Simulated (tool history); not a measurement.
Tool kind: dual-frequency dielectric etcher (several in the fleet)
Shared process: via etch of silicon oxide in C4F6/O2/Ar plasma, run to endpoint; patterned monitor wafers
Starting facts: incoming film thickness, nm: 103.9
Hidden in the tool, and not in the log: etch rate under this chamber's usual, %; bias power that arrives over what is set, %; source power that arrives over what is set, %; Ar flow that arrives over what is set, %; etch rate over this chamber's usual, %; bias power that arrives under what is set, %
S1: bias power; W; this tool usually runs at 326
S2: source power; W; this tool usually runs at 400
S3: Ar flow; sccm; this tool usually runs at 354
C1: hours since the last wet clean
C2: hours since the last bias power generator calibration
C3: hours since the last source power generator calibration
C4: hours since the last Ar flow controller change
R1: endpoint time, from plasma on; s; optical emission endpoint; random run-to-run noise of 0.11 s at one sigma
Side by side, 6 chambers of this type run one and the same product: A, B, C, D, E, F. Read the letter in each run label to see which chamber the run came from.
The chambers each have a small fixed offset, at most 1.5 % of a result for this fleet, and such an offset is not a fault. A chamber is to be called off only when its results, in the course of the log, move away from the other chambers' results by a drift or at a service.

| run | day | S1 | S2 | S3 | C1 | C2 | C3 | C4 | R1 |
|---|---|---|---|---|---|---|---|---|---|
|  | 0.417 | chamber A: wet clean of the chamber |
| 1E | 0.450 | 326 | 400 | 354 | 263.0 | 90.2 | 605.4 | 146.7 | 27.676 |
| 2C | 0.858 | 326 | 400 | 354 | 58.5 | 2604.3 | 177.6 | 4152.0 | 27.014 |
| 3D | 1.092 | 326 | 400 | 354 | 260.0 | 2179.3 | 1931.7 | 1226.2 | 27.410 |
| 4B | 1.488 | 326 | 400 | 354 | 128.3 | 1649.7 | 618.6 | 1431.3 | 27.207 |
| 5F | 1.850 | 326 | 400 | 269 | 62.3 | 2026.2 | 2346.7 | 184.1 | 26.328 |
| 6A | 2.100 | 326 | 400 | 269 | 40.5 | 995.3 | 1547.7 | 304.9 | 26.111 |
| 7C | 2.417 | 326 | 400 | 269 | 95.9 | 2641.7 | 215.0 | 4189.4 | 26.159 |
| 8D | 2.633 | 326 | 400 | 269 | 297.0 | 2216.3 | 1968.7 | 1263.2 | 26.635 |
|  | 2.992 | chamber A: source power generator calibrated |
| 9A | 3.000 | 326 | 400 | 269 | 62.1 | 1016.9 | 0.3 | 326.5 | 26.173 |
| 10F | 3.438 | 326 | 400 | 269 | 100.4 | 2064.3 | 2384.8 | 222.2 | 26.166 |
| 11B | 3.754 | 326 | 400 | 354 | 182.7 | 1704.1 | 673.0 | 1485.7 | 27.156 |
| 12E | 4.038 | 326 | 400 | 354 | 349.1 | 176.3 | 691.5 | 232.8 | 27.548 |
| 13E | 4.362 | 326 | 400 | 354 | 356.9 | 184.1 | 699.3 | 240.6 | 27.587 |
| 14A | 4.721 | 326 | 400 | 354 | 103.4 | 1058.2 | 41.6 | 367.8 | 27.140 |
| 15B | 4.958 | 326 | 400 | 354 | 211.6 | 1733.0 | 701.9 | 1514.6 | 27.127 |
| 16C | 5.179 | 326 | 400 | 354 | 162.2 | 2708.0 | 281.3 | 4255.7 | 27.135 |
| 17D | 5.554 | 326 | 400 | 354 | 367.1 | 2286.4 | 2038.8 | 1333.3 | 27.905 |
| 18F | 5.775 | 326 | 400 | 354 | 156.5 | 2120.4 | 2440.9 | 278.3 | 27.070 |
| 19C | 6.083 | 326 | 400 | 354 | 183.9 | 2729.7 | 303.0 | 4277.4 | 27.159 |
| 20D | 6.329 | 402 | 400 | 387 | 385.7 | 2305.0 | 2057.4 | 1351.9 | 25.879 |
| 21E | 6.804 | 402 | 400 | 387 | 415.5 | 242.7 | 757.9 | 299.2 | 25.759 |
| 22A | 7.033 | 402 | 400 | 387 | 158.9 | 1113.7 | 97.1 | 423.3 | 25.405 |
| 23F | 7.271 | 402 | 400 | 387 | 192.4 | 2156.3 | 2476.8 | 314.2 | 25.120 |
|  | 7.371 | chamber E: wet clean of the chamber |
| 24B | 7.550 | 402 | 400 | 387 | 273.8 | 1795.2 | 764.1 | 1576.8 | 25.415 |
| 25C | 8.017 | 402 | 400 | 387 | 230.3 | 2776.1 | 349.4 | 4323.8 | 25.418 |
| 26A | 8.400 | 326 | 400 | 354 | 191.7 | 1146.5 | 129.9 | 456.1 | 26.995 |
| 27F | 8.846 | 355 | 400 | 269 | 230.2 | 2194.1 | 2514.6 | 352.0 | 25.308 |
| 28E | 9.096 | 355 | 400 | 269 | 41.5 | 297.7 | 812.9 | 354.2 | 25.789 |
| 29B | 9.496 | 355 | 400 | 269 | 320.5 | 1841.9 | 810.8 | 1623.5 | 25.582 |
| 30D | 9.725 | 355 | 400 | 269 | 467.2 | 2386.5 | 2138.9 | 1433.4 | 26.514 |
| 31B | 10.075 | 355 | 400 | 269 | 334.4 | 1855.8 | 824.7 | 1637.4 | 25.452 |
|  | 10.288 | chamber F: source power generator calibrated |
| 32D | 10.296 | 355 | 400 | 269 | 480.9 | 2400.2 | 2152.6 | 1447.1 | 26.362 |
| 33C | 10.550 | 326 | 400 | 354 | 291.1 | 2836.9 | 410.2 | 4384.6 | 27.192 |
| 34F | 10.867 | 326 | 400 | 354 | 278.7 | 2242.6 | 13.9 | 400.5 | 27.085 |
|  | 11.312 | chamber B: wet clean of the chamber |
|  | 11.338 | chamber F: bias power generator calibrated |
| 35E | 11.350 | 326 | 490 | 354 | 95.6 | 351.8 | 867.0 | 408.3 | 25.455 |
| 36A | 11.817 | 326 | 490 | 354 | 273.7 | 1228.5 | 211.9 | 538.1 | 24.994 |
| 37F | 12.271 | 326 | 490 | 354 | 312.4 | 22.4 | 47.6 | 434.2 | 24.740 |
| 38D | 12.583 | 326 | 490 | 354 | 535.8 | 2455.1 | 2207.5 | 1502.0 | 26.358 |
| 39B | 12.875 | 326 | 490 | 354 | 37.6 | 1923.0 | 891.9 | 1704.6 | 25.056 |
| 40E | 13.329 | 326 | 490 | 354 | 143.1 | 399.3 | 914.5 | 455.8 | 25.530 |
| 41A | 13.754 | 326 | 500 | 354 | 320.2 | 1275.0 | 258.4 | 584.6 | 24.798 |
| 42C | 14.096 | 326 | 500 | 354 | 376.2 | 2922.0 | 495.3 | 4469.7 | 24.933 |
| 43E | 14.558 | 326 | 500 | 354 | 172.6 | 428.8 | 944.0 | 485.3 | 25.317 |

Does one chamber stand apart from the rest, does the shared gauge drift, or is all well apart from small per-chamber offsets? Give the chamber and the most likely cause, where there is one.

One chamber, D, drifts off from the rest bit by bit.
What lies behind it: etch rate under this chamber's usual, % = 4.17.

Here are 4 candidates for chamber D's next run, each the usual settings with a change, their results left as question marks. Which one brings its results back in line with what the others give on the usual settings?
Counts as in line when no further than this from what the other chambers average on the usual settings: R1 0.390 s
| 44D-1 | 14.904 | 315 | 390 | 358 |  |  |  |  | ? |
| 44D-2 | 14.904 | 370 | 400 | 340 |  |  |  |  | ? |
| 44D-3 | 14.904 | 303 | 370 | 354 |  |  |  |  | ? |
| 44D-4 | 14.904 | 350 | 400 | 354 |  |  |  |  | ? |

On the usual settings, the other chambers give on average: R1 27.153 s
| run | R1 |
|---|---|
| 44D-1 | 29.227 |
| 44D-2 | 27.172 |
| 44D-3 | 30.191 |
| 44D-4 | 27.846 |
The answer is 44D-2, which returns the chamber to within the allowed miss of the others.

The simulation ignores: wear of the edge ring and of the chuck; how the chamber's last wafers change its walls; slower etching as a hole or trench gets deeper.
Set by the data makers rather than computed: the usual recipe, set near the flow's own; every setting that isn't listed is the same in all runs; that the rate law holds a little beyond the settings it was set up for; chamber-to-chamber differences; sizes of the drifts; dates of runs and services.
